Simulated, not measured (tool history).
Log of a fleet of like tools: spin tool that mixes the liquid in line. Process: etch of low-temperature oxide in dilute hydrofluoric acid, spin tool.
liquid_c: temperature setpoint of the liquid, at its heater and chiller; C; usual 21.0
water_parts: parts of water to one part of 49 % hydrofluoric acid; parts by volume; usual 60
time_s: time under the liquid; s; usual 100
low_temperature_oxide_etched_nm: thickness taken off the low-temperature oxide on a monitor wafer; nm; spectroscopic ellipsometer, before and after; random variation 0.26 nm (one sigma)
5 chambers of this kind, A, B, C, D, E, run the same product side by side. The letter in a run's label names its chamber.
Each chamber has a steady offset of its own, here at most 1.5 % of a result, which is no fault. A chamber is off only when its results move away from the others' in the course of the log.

run   hour  liquid_c  water_parts  time_s  hours since the thermometer was replaced  hours since the hydrofluoric acid flow meter was replaced  read-back film thickness of the low-temperature oxide reference wafer, read on the same gauge (nm)  low_temperature_oxide_etched_nm
 1E    3.9      21.0           60     100                                    1558.9                                                      157.9                                                                                              149.97                           39.429
 2A    7.3      21.0           60     100                                      20.1                                                      438.0                                                                                              149.98                           38.954
 3B   10.5      21.0           60     100                                    1477.9                                                      146.5                                                                                              149.99                           38.511
 4D   13.4      21.0           60     100                                     872.4                                                      294.8                                                                                              150.02                           38.677
 5C   16.5      21.0           60     100                                    2458.1                                                      315.6                                                                                              149.97                           38.605
 6C   19.5      21.0           80      60                                    2461.1                                                      318.6                                                                                              149.97                           16.717
 7B   21.5      21.0           80      60                                    1488.9                                                      157.5                                                                                              150.00                           17.092
 8D   25.4      21.0           80      60                                     884.4                                                      306.8                                                                                              149.98                           16.925
 9E   27.7      21.0           80      60                                    1582.7                                                      181.7                                                                                              150.01                           17.027
10A   31.9      21.0           80      60                                      44.7                                                      462.6                                                                                              150.00                           16.922
11D   34.5      21.0           60     100                                     893.5                                                      315.9                                                                                              149.98                           38.849
12A   37.4      17.0           60     100                                      50.2                                                      468.1                                                                                              150.00                           32.841
13B   40.8      17.0           60     100                                    1508.2                                                      176.8                                                                                              149.99                           32.612
14E   44.5      17.0           60     100                                    1599.5                                                      198.5                                                                                              149.98                           33.166
15C   48.3      17.0           60     100                                    2489.9                                                      347.4                                                                                              149.99                           32.622
16D   51.9      17.0           60     100                                     910.9                                                      333.3                                                                                              150.02                           33.144
17A   54.0      21.0           60     100                                      66.8                                                      484.7                                                                                              150.00                           38.706
18C   58.5      21.0           60     100                                    2500.1                                                      357.6                                                                                              150.00                           38.875
19E   60.9      17.5           60     100                                    1615.9                                                      214.9                                                                                              149.99                           33.784
20B   65.1      17.5           60     100                                    1532.5                                                      201.1                                                                                              149.98                           33.196
21E   67.7      17.5           60     100                                    1622.7                                                      221.7                                                                                              149.99                           34.055
22A   70.6      17.5           60     100                                      83.4                                                      501.3                                                                                              150.02                           33.653
23C   74.0      17.5           60     100                                    2515.6                                                      373.1                                                                                              150.00                           33.398
24B   76.6      21.0           60     100                                    1544.0                                                      212.6                                                                                              149.98                           38.400
25D   80.8      21.0           60     100                                     939.8                                                      362.2                                                                                              150.01                           40.172
26B   83.0      21.0           60     100                                    1550.4                                                      219.0                                                                                              150.02                           38.353
27D   87.5      21.0           60     100                                     946.5                                                      368.9                                                                                              150.00                           41.178
28E   92.0      21.0           60     100                                    1647.0                                                      246.0                                                                                              150.00                           39.364
      92.1  -- chamber E: thermometer replaced
29A   94.3      21.0           60     100                                     107.1                                                      525.0                                                                                              149.97                           39.137
30C   97.4      21.0           60     100                                    2539.0                                                      396.5                                                                                              150.00                           38.328
31B  101.1      21.0           60     100                                    1568.5                                                      237.1                                                                                              150.00                           38.239
32E  103.5      21.0           60     100                                      11.5                                                      257.5                                                                                              150.00                           39.141
33C  105.6      21.0           60     100                                    2547.2                                                      404.7                                                                                              150.02                           38.395
34D  110.0      21.0           60     100                                     969.0                                                      391.4                                                                                              149.99                           41.734
35A  112.9      21.0           60     100                                     125.7                                                      543.6                                                                                              150.02                           39.066
36B  116.7      21.0           60     100                                    1584.1                                                      252.7                                                                                              149.98                           38.958
37A  119.3      21.0           60     100                                     132.1                                                      550.0                                                                                              149.97                           38.617
38E  121.6      21.0           60     100                                      29.6                                                      275.6                                                                                              149.99                           38.951

Is one chamber off against the others, does the gauge drift, or is nothing wrong? If a chamber is off, say which, and what the likeliest cause is.

Chamber D drifts away from the others.
Cause: hydrofluoric acid flow above the setpoint (%) = 8.16.
The log may not tell that from: liquid hotter than its thermometer reads (K).

Here are 4 candidates for chamber D's next run, each the usual settings with a change, their results left as question marks. Which one brings its results back in line with what the others give on the usual settings?
In line means no further than this from the other chambers' mean on the usual settings: low_temperature_oxide_etched_nm 0.920 nm
39D-1  124.9      24.0           60     100                                                                                                                                                                                                                                         ?
39D-2  124.9      21.0           65     100                                                                                                                                                                                                                                         ?
39D-3  124.9      21.0           65      95                                                                                                                                                                                                                                         ?
39D-4  124.9      23.0           60     100                                                                                                                                                                                                                                         ?

The other chambers' mean on the usual settings: low_temperature_oxide_etched_nm 38.812 nm
  run  low_temperature_oxide_etched_nm
39D-1                           47.511
39D-2                           38.585
39D-3                           36.655
39D-4                           45.615
39D-2 brings the chamber back in line.

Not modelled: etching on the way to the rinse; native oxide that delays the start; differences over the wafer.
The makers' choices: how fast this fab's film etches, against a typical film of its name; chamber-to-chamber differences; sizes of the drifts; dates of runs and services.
